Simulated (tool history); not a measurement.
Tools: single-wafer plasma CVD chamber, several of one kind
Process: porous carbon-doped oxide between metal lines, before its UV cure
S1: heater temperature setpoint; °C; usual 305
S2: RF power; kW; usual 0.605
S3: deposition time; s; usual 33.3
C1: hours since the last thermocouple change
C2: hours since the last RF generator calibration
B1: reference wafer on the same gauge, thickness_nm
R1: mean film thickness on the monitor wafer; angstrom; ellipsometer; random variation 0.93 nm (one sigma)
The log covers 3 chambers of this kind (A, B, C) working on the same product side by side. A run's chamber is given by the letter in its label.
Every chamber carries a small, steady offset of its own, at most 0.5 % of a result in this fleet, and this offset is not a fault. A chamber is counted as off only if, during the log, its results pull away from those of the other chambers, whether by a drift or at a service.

At day 0.183: chamber C: thermocouple changed; heater temperature recalibrated.
Run 1C, day 0.408: usual settings; C1 5.5; C2 1273.3; B1 217.12. Result: R1 1987.5 angstrom.
Run 2B, day 1.021: usual settings; C1 1372.3; C2 116.8; B1 216.94. Result: R1 1981.3 angstrom.
Run 3A, day 1.417: usual settings; C1 403.2; C2 787.8; B1 217.05. Result: R1 1973.9 angstrom.
Run 4C, day 2.104: usual settings; C1 46.2; C2 1314; B1 216.9. Result: R1 1971.3 angstrom.
Run 5A, day 2.783: usual settings; C1 436; C2 820.6; B1 216.9. Result: R1 1982.6 angstrom.
Run 6B, day 3.154: usual settings but S2 0.5 kW; C1 1423.5; C2 168; B1 216.74. Result: R1 1757.8 angstrom.
Run 7B, day 3.838: usual settings but S2 0.5 kW; C1 1439.9; C2 184.4; B1 217.07. Result: R1 1760.3 angstrom.
Run 8C, day 4.267: usual settings but S2 0.5 kW; C1 98.1; C2 1365.9; B1 216.64. Result: R1 1745.3 angstrom.
Run 9A, day 4.783: usual settings but S1 317 °C, S2 0.55 kW; C1 484; C2 868.6; B1 216.99. Result: R1 1755.4 angstrom.
Run 10B, day 5.167: usual settings but S1 317 °C, S2 0.55 kW; C1 1471.8; C2 216.3; B1 216.81. Result: R1 1735.6 angstrom.
Run 11C, day 5.571: usual settings but S1 317 °C, S2 0.55 kW; C1 129.4; C2 1397.2; B1 217.13. Result: R1 1750.5 angstrom.
Run 12A, day 5.879: usual settings; C1 510.3; C2 894.9; B1 217.03. Result: R1 1973.5 angstrom.
Run 13C, day 6.246: usual settings; C1 145.6; C2 1413.4; B1 217.03. Result: R1 1968.7 angstrom.
Run 14A, day 6.933: usual settings; C1 535.6; C2 920.2; B1 217.1. Result: R1 1973.1 angstrom.
Run 15B, day 7.621: usual settings; C1 1530.7; C2 275.2; B1 217.19. Result: R1 1975.8 angstrom.
Run 16A, day 8.296: usual settings; C1 568.3; C2 952.9; B1 217.01. Result: R1 1983.4 angstrom.
At day 8.738: chamber B: thermocouple changed; heater temperature recalibrated.
Run 17B, day 8.812: usual settings but S3 29.1 s; C1 1.8; C2 303.8; B1 217.17. Result: R1 1733.3 angstrom.
Run 18C, day 9.488: usual settings but S3 29.1 s; C1 223.4; C2 1491.2; B1 217.2. Result: R1 1740.4 angstrom.
Run 19A, day 9.892: usual settings but S3 29.1 s; C1 606.6; C2 991.2; B1 216.89. Result: R1 1719.1 angstrom.
Run 20B, day 10.433: usual settings; C1 40.7; C2 342.7; B1 217.06. Result: R1 1981.9 angstrom.
Run 21C, day 10.804: usual settings; C1 255; C2 1522.8; B1 217.26. Result: R1 1969.3 angstrom.
Run 22B, day 11.471: usual settings; C1 65.6; C2 367.6; B1 216.92. Result: R1 1974.4 angstrom.
Run 23A, day 11.992: usual settings; C1 657; C2 1041.6; B1 217.14. Result: R1 1982.2 angstrom.
Run 24C, day 12.65: usual settings; C1 299.3; C2 1567.1; B1 216.83. Result: R1 1984.5 angstrom.

Is one chamber out of step, is the gauge drifting, or do the chambers differ by no more than their own small offsets? For an off chamber, give its letter and the likeliest cause.

All chambers stay in line apart from their small fixed offsets, and the gauge does not drift.
